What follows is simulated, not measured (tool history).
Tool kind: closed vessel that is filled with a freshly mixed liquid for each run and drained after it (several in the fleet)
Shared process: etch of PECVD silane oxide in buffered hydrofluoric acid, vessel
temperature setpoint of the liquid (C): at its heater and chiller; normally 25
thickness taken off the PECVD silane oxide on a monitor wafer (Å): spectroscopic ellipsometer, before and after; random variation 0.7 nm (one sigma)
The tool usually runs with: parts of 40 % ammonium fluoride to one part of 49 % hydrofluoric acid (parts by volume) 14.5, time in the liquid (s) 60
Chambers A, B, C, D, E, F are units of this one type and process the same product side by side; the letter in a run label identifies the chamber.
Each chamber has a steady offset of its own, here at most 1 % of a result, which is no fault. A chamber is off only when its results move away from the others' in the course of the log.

| run | hour | temperature setpoint of the liquid (C) | parts of 40 % ammonium fluoride to one part of 49 % hydrofluoric acid (parts by volume) | time in the liquid (s) | hours since the thermometer was replaced | hours since the hydrofluoric acid flow meter was replaced | read-back film thickness of the PECVD silane oxide reference wafer, read on the same gauge (nm) | thickness taken off the PECVD silane oxide on a monitor wafer (Å) |
|---|---|---|---|---|---|---|---|---|
| 1C | 9.1 | 25 | 14.5 | 60 | 809.6 | 1588.9 | 59.946 | 1094 |
| 2E | 18.4 | 25 | 14.5 | 60 | 744.8 | 406.8 | 59.998 | 1076.8 |
| 3B | 27.5 | 25 | 14.5 | 60 | 519 | 224.2 | 59.991 | 1086.7 |
| 4D | 38.4 | 25 | 14.5 | 60 | 933.1 | 608.8 | 59.976 | 1088.1 |
| 5A | 45.9 | 25 | 14.5 | 60 | 470.6 | 2056.7 | 60.027 | 1082.9 |
| 6F | 58.9 | 25 | 14.5 | 60 | 105 | 610.7 | 60.029 | 1080.9 |
| 7D | 75 | 25 | 14.5 | 60 | 969.7 | 645.4 | 60.028 | 1088.9 |
| 8C | 89.9 | 25 | 14.5 | 60 | 890.4 | 1669.7 | 59.955 | 1094.3 |
| 9F | 104.9 | 28 | 14.5 | 60 | 151 | 656.7 | 60.005 | 1262.8 |
| 10E | 113.2 | 28 | 14.5 | 60 | 839.6 | 501.6 | 59.994 | 1260 |
|  | 119.5 | chamber A: hydrofluoric acid flow meter replaced |
| 11B | 125.7 | 28 | 14.5 | 60 | 617.2 | 322.4 | 59.974 | 1262.8 |
| 12A | 138.5 | 28 | 14.5 | 60 | 563.2 | 19.1 | 60.02 | 1277.5 |
|  | 149.8 | chamber D: hydrofluoric acid flow meter replaced |
| 13C | 151.3 | 28 | 14.5 | 60 | 951.8 | 1731.1 | 60 | 1289.8 |
| 14D | 161.1 | 28 | 14.5 | 60 | 1055.8 | 11.4 | 59.99 | 1275.6 |
| 15A | 176.7 | 25 | 14.5 | 60 | 601.4 | 57.3 | 60.003 | 1088.1 |
|  | 181.8 | chamber E: hydrofluoric acid flow meter replaced |
| 16F | 184.9 | 25 | 14.5 | 60 | 231 | 736.7 | 59.977 | 1071.4 |
|  | 185.6 | chamber A: thermometer replaced |
| 17E | 195.7 | 25 | 14.5 | 60 | 922.1 | 14 | 60.009 | 1081.7 |
| 18B | 207.7 | 25 | 18 | 75 | 699.2 | 404.4 | 59.967 | 1073.7 |
| 19A | 216.6 | 25 | 18 | 75 | 31.1 | 97.2 | 60.044 | 1101.3 |
| 20E | 230.2 | 25 | 18 | 75 | 956.6 | 48.5 | 59.982 | 1095.1 |
| 21C | 240.6 | 25 | 18 | 75 | 1041.1 | 1820.4 | 60.023 | 1102.8 |
| 22F | 254.3 | 25 | 18 | 75 | 300.4 | 806.1 | 59.971 | 1088.4 |
|  | 254.9 | chamber D: thermometer replaced |
| 23B | 265.5 | 25 | 18 | 75 | 757 | 462.2 | 60 | 1068.7 |
| 24D | 274.4 | 25 | 14.5 | 60 | 19.5 | 124.7 | 60.012 | 1092.6 |
| 25B | 289.7 | 25 | 14.5 | 60 | 781.2 | 486.4 | 59.973 | 1044.6 |
| 26E | 300.9 | 25 | 14.5 | 60 | 1027.3 | 119.2 | 59.985 | 1085 |
| 27A | 314.2 | 25 | 18.5 | 60 | 128.7 | 194.8 | 60.04 | 859.89 |
| 28F | 327.2 | 25 | 18.5 | 60 | 373.3 | 879 | 59.989 | 826.87 |
| 29D | 337.5 | 25 | 18.5 | 60 | 82.6 | 187.8 | 60.021 | 859.45 |
| 30C | 345.3 | 25 | 18.5 | 60 | 1145.8 | 1925.1 | 59.997 | 850.86 |
| 31D | 353.6 | 25 | 18.5 | 60 | 98.7 | 203.9 | 59.986 | 860.67 |
| 32A | 361.9 | 25 | 18.5 | 60 | 176.4 | 242.5 | 60.034 | 856.86 |
| 33F | 373.2 | 25 | 14.5 | 60 | 419.3 | 925 | 59.991 | 1068.4 |
| 34B | 388.6 | 25 | 14.5 | 60 | 880.1 | 585.3 | 60.015 | 1035.3 |
| 35C | 396.1 | 25 | 14.5 | 60 | 1196.6 | 1975.9 | 60.013 | 1089.8 |
| 36E | 411.3 | 25 | 14.5 | 60 | 1137.7 | 229.6 | 60.03 | 1090.4 |
| 37F | 426.6 | 25 | 14.5 | 60 | 472.7 | 978.4 | 59.979 | 1068.3 |

For the next run the whole fleet of 6 chambers uses the same settings. Give each chamber's results:
| 38A | 438.5 | 25 | 14.5 | 60 |  |  |  | ? |
| 38B | 438.5 | 25 | 14.5 | 60 |  |  |  | ? |
| 38C | 438.5 | 25 | 14.5 | 60 |  |  |  | ? |
| 38D | 438.5 | 25 | 14.5 | 60 |  |  |  | ? |
| 38E | 438.5 | 25 | 14.5 | 60 |  |  |  | ? |
| 38F | 438.5 | 25 | 14.5 | 60 |  |  |  | ? |

| run | thickness taken off the PECVD silane oxide on a monitor wafer (Å) |
|---|---|
| 38A | 1088.8 |
| 38B | 1026.4 |
| 38C | 1090.7 |
| 38D | 1092.8 |
| 38E | 1091.3 |
| 38F | 1062.7 |

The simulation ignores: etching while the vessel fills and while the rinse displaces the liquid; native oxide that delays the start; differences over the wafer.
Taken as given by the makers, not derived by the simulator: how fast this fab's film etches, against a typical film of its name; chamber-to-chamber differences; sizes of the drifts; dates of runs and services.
